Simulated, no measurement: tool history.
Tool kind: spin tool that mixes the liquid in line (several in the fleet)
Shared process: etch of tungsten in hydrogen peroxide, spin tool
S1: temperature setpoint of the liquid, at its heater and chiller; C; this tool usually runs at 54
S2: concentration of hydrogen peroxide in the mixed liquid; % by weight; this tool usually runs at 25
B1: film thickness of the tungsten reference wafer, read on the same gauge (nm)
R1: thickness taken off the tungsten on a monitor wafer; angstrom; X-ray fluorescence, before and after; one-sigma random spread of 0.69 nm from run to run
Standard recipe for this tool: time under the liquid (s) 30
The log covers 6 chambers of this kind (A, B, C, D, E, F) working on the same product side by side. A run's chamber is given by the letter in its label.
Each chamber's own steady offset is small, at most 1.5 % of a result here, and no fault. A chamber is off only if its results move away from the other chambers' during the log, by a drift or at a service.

run 1E hour=7.8 | S1=54 S2=25 time_under_the_liquid_(s)=30 | B1=150.01 | R1=799.68
-- hour=19.2 chamber D: new drum of peroxide connected
run 2A hour=19.9 | S1=54 S2=25 time_under_the_liquid_(s)=30 | B1=150.02 | R1=822.39
-- hour=26.2 chamber C: heated supply line repaired
run 3B hour=32.7 | S1=54 S2=25 time_under_the_liquid_(s)=30 | B1=149.98 | R1=825.08
run 4F hour=45.2 | S1=54 S2=25 time_under_the_liquid_(s)=30 | B1=150.02 | R1=823.72
run 5D hour=58.3 | S1=54 S2=22.5 time_under_the_liquid_(s)=50 | B1=150.01 | R1=1283.1
-- hour=66.6 chamber E: new drum of peroxide connected
run 6C hour=71.9 | S1=54 S2=22.5 time_under_the_liquid_(s)=50 | B1=149.99 | R1=1285.6
run 7B hour=82.1 | S1=54 S2=22.5 time_under_the_liquid_(s)=50 | B1=150.01 | R1=1301.5
-- hour=91.4 chamber B: new drum of peroxide connected
run 8C hour=96.5 | S1=54 S2=22.5 time_under_the_liquid_(s)=50 | B1=150.01 | R1=1296.3
-- hour=104.6 chamber D: peroxide flow meter replaced
run 9F hour=106.1 | S1=54 S2=22.5 time_under_the_liquid_(s)=50 | B1=150 | R1=1316.1
run 10A hour=114.5 | S1=54 S2=22.5 time_under_the_liquid_(s)=50 | B1=150 | R1=1264.7
run 11E hour=125.5 | S1=54 S2=25 time_under_the_liquid_(s)=30 | B1=150 | R1=812.9
-- hour=131.8 chamber D: thermometer replaced
run 12D hour=132.7 | S1=54 S2=22.5 time_under_the_liquid_(s)=30 | B1=150.01 | R1=780.69
run 13F hour=144 | S1=54 S2=22.5 time_under_the_liquid_(s)=30 | B1=150.01 | R1=778.26
run 14E hour=151.6 | S1=54 S2=22.5 time_under_the_liquid_(s)=30 | B1=149.98 | R1=765.62
-- hour=157.8 chamber C: thermometer replaced
run 15A hour=158.6 | S1=54 S2=22.5 time_under_the_liquid_(s)=30 | B1=149.99 | R1=755.08
run 16C hour=171.6 | S1=54 S2=22.5 time_under_the_liquid_(s)=30 | B1=149.99 | R1=767.2
run 17B hour=180.4 | S1=54 S2=22.5 time_under_the_liquid_(s)=30 | B1=149.98 | R1=782.59
-- hour=188.8 chamber B: heated supply line repaired
run 18D hour=190.5 | S1=54 S2=25 time_under_the_liquid_(s)=30 | B1=149.98 | R1=810.93
run 19F hour=205.1 | S1=54 S2=25 time_under_the_liquid_(s)=30 | B1=149.98 | R1=833.37
run 20E hour=215.2 | S1=54 S2=25 time_under_the_liquid_(s)=45 | B1=150.01 | R1=1203.3
run 21C hour=226.9 | S1=54 S2=25 time_under_the_liquid_(s)=45 | B1=149.99 | R1=1210.1
run 22B hour=241.6 | S1=54 S2=25 time_under_the_liquid_(s)=45 | B1=149.99 | R1=1242.5
run 23D hour=253 | S1=54 S2=25 time_under_the_liquid_(s)=45 | B1=149.98 | R1=1212.8
run 24A hour=265.7 | S1=54 S2=25 time_under_the_liquid_(s)=45 | B1=149.97 | R1=1158.9
run 25B hour=278.3 | S1=54 S2=25 time_under_the_liquid_(s)=45 | B1=150.01 | R1=1230.5
run 26D hour=291 | S1=54 S2=25 time_under_the_liquid_(s)=30 | B1=149.99 | R1=801.74
run 27C hour=299.2 | S1=54 S2=25 time_under_the_liquid_(s)=30 | B1=150.01 | R1=815.84
run 28E hour=313.4 | S1=54 S2=25 time_under_the_liquid_(s)=30 | B1=150.01 | R1=796.88
run 29F hour=327.1 | S1=54 S2=25 time_under_the_liquid_(s)=30 | B1=149.99 | R1=825.83
run 30A hour=341.9 | S1=54 S2=25 time_under_the_liquid_(s)=30 | B1=150.02 | R1=758.39
run 31E hour=349.5 | S1=54 S2=25 time_under_the_liquid_(s)=30 | B1=149.99 | R1=803.92
-- hour=360.6 chamber A: peroxide flow meter replaced
run 32B hour=362.3 | S1=54 S2=25 time_under_the_liquid_(s)=30 | B1=150.02 | R1=831.53
run 33F hour=377.9 | S1=54 S2=25 time_under_the_liquid_(s)=30 | B1=150.01 | R1=823.49
-- hour=379.2 chamber E: peroxide flow meter replaced
run 34D hour=389.8 | S1=54 S2=25 time_under_the_liquid_(s)=30 | B1=150.03 | R1=814.36
-- hour=393.8 chamber A: new drum of peroxide connected
run 35A hour=402 | S1=54 S2=25 time_under_the_liquid_(s)=30 | B1=149.98 | R1=746.57
run 36C hour=412.7 | S1=54 S2=25 time_under_the_liquid_(s)=30 | B1=149.99 | R1=825.41
run 37D hour=421.3 | S1=54 S2=25 time_under_the_liquid_(s)=30 | B1=149.99 | R1=809.68
run 38E hour=435.7 | S1=54 S2=25 time_under_the_liquid_(s)=30 | B1=150 | R1=813.77
run 39A hour=444.8 | S1=54 S2=25 time_under_the_liquid_(s)=30 | B1=150 | R1=753.52

For the next run the whole fleet of 6 chambers uses the same settings. Give each chamber's results:
run 40A hour=456.2 | S1=54 S2=25 time_under_the_liquid_(s)=30 | R1=?
run 40B hour=456.2 | S1=54 S2=25 time_under_the_liquid_(s)=30 | R1=?
run 40C hour=456.2 | S1=54 S2=25 time_under_the_liquid_(s)=30 | R1=?
run 40D hour=456.2 | S1=54 S2=25 time_under_the_liquid_(s)=30 | R1=?
run 40E hour=456.2 | S1=54 S2=25 time_under_the_liquid_(s)=30 | R1=?
run 40F hour=456.2 | S1=54 S2=25 time_under_the_liquid_(s)=30 | R1=?

run=40A R1=733.67
run=40B R1=831.73
run=40C R1=807.03
run=40D R1=809.25
run=40E R1=802.13
run=40F R1=819.07

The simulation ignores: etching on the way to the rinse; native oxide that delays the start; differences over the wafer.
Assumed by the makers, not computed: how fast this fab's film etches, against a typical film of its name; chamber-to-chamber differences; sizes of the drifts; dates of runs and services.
